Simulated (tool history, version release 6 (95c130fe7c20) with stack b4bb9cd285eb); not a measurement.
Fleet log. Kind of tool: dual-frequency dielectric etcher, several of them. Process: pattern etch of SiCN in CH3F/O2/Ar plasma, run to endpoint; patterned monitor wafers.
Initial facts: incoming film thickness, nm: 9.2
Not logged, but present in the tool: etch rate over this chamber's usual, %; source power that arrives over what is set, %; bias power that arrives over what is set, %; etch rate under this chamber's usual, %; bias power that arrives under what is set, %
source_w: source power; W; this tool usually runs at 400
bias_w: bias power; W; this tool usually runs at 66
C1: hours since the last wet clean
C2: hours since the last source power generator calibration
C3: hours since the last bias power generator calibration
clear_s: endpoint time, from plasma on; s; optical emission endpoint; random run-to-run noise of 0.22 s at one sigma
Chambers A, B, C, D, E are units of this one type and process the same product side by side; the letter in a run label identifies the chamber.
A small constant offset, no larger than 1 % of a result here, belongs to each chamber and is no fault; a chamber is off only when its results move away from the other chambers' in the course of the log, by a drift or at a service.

run 1D hour=6.2 | source_w=400 bias_w=66 | C1=365.2 C2=74.2 C3=3318.4 | clear_s=25.187
run 2E hour=15.4 | source_w=400 bias_w=66 | C1=283.7 C2=1487.8 C3=422.9 | clear_s=25.119
run 3B hour=24.7 | source_w=400 bias_w=66 | C1=209.8 C2=3699.8 C3=2034.1 | clear_s=25.452
run 4C hour=31.7 | source_w=400 bias_w=66 | C1=497.2 C2=825.7 C3=3091.4 | clear_s=25.59
-- hour=34.4 chamber D: wet clean of the chamber
run 5A hour=39 | source_w=400 bias_w=66 | C1=339.5 C2=704.2 C3=2371.7 | clear_s=25.115
run 6E hour=48.2 | source_w=400 bias_w=66 | C1=316.5 C2=1520.6 C3=455.7 | clear_s=25.256
run 7A hour=55.4 | source_w=400 bias_w=66 | C1=355.9 C2=720.6 C3=2388.1 | clear_s=25.333
run 8B hour=64.5 | source_w=400 bias_w=66 | C1=249.6 C2=3739.6 C3=2073.9 | clear_s=25.365
-- hour=70.6 chamber A: bias power generator calibrated
run 9C hour=73.9 | source_w=400 bias_w=66 | C1=539.4 C2=867.9 C3=3133.6 | clear_s=25.215
run 10D hour=80 | source_w=400 bias_w=66 | C1=45.6 C2=148 C3=3392.2 | clear_s=25.287
-- hour=80.1 chamber C: wet clean of the chamber
run 11E hour=87 | source_w=400 bias_w=66 | C1=355.3 C2=1559.4 C3=494.5 | clear_s=25.334
run 12C hour=94.8 | source_w=400 bias_w=66 | C1=14.8 C2=888.8 C3=3154.5 | clear_s=24.766
run 13A hour=104.5 | source_w=400 bias_w=66 | C1=405 C2=769.7 C3=33.9 | clear_s=25.356
run 14B hour=113.9 | source_w=400 bias_w=66 | C1=299 C2=3789 C3=2123.3 | clear_s=25.678
run 15D hour=120 | source_w=400 bias_w=66 | C1=85.6 C2=188 C3=3432.2 | clear_s=25.14
run 16C hour=129.5 | source_w=400 bias_w=66 | C1=49.5 C2=923.5 C3=3189.2 | clear_s=25.145
run 17A hour=138.8 | source_w=400 bias_w=66 | C1=439.3 C2=804 C3=68.2 | clear_s=25.791
-- hour=145.7 chamber E: wet clean of the chamber
run 18B hour=147.4 | source_w=330 bias_w=74 | C1=332.5 C2=3822.5 C3=2156.8 | clear_s=26.172
run 19E hour=153.8 | source_w=330 bias_w=74 | C1=8.1 C2=1626.2 C3=561.3 | clear_s=25.998
run 20D hour=162.2 | source_w=330 bias_w=74 | C1=127.8 C2=230.2 C3=3474.4 | clear_s=26.07
run 21B hour=169.5 | source_w=330 bias_w=74 | C1=354.6 C2=3844.6 C3=2178.9 | clear_s=26.732
run 22E hour=179.1 | source_w=330 bias_w=74 | C1=33.4 C2=1651.5 C3=586.6 | clear_s=25.687
run 23A hour=189.3 | source_w=400 bias_w=78 | C1=489.8 C2=854.5 C3=118.7 | clear_s=23.985
run 24C hour=198.4 | source_w=400 bias_w=78 | C1=118.4 C2=992.4 C3=3258.1 | clear_s=23.895
run 25D hour=208.3 | source_w=400 bias_w=78 | C1=173.9 C2=276.3 C3=3520.5 | clear_s=23.953
run 26A hour=218.4 | source_w=400 bias_w=78 | C1=518.9 C2=883.6 C3=147.8 | clear_s=24.195
-- hour=225.6 chamber A: wet clean of the chamber
run 27B hour=226.4 | source_w=400 bias_w=78 | C1=411.5 C2=3901.5 C3=2235.8 | clear_s=24.767
run 28C hour=232.3 | source_w=400 bias_w=66 | C1=152.3 C2=1026.3 C3=3292 | clear_s=25.497
run 29E hour=240.6 | source_w=400 bias_w=66 | C1=94.9 C2=1713 C3=648.1 | clear_s=25.031
run 30D hour=250.8 | source_w=400 bias_w=66 | C1=216.4 C2=318.8 C3=3563 | clear_s=25.452
run 31E hour=260.3 | source_w=400 bias_w=66 | C1=114.6 C2=1732.7 C3=667.8 | clear_s=25.008
-- hour=260.5 chamber C: bias power generator calibrated
-- hour=260.6 chamber E: source power generator calibrated
run 32B hour=268 | source_w=400 bias_w=66 | C1=453.1 C2=3943.1 C3=2277.4 | clear_s=26.238
run 33A hour=277.8 | source_w=400 bias_w=66 | C1=52.2 C2=943 C3=207.2 | clear_s=25.597
run 34D hour=286.2 | source_w=400 bias_w=66 | C1=251.8 C2=354.2 C3=3598.4 | clear_s=25.195
run 35C hour=296.3 | source_w=400 bias_w=66 | C1=216.3 C2=1090.3 C3=35.9 | clear_s=24.917
run 36A hour=302.8 | source_w=400 bias_w=66 | C1=77.2 C2=968 C3=232.2 | clear_s=25.352
run 37E hour=311.7 | source_w=400 bias_w=66 | C1=166 C2=51.1 C3=719.2 | clear_s=25.365

Next, all 5 chambers run the settings below, one line each with question marks for the results. What does each chamber give?
run 38A hour=319.2 | source_w=400 bias_w=71 | clear_s=?
run 38B hour=319.2 | source_w=400 bias_w=71 | clear_s=?
run 38C hour=319.2 | source_w=400 bias_w=71 | clear_s=?
run 38D hour=319.2 | source_w=400 bias_w=71 | clear_s=?
run 38E hour=319.2 | source_w=400 bias_w=71 | clear_s=?

run=38A clear_s=24.522
run=38B clear_s=25.767
run=38C clear_s=25.136
run=38D clear_s=24.712
run=38E clear_s=24.875
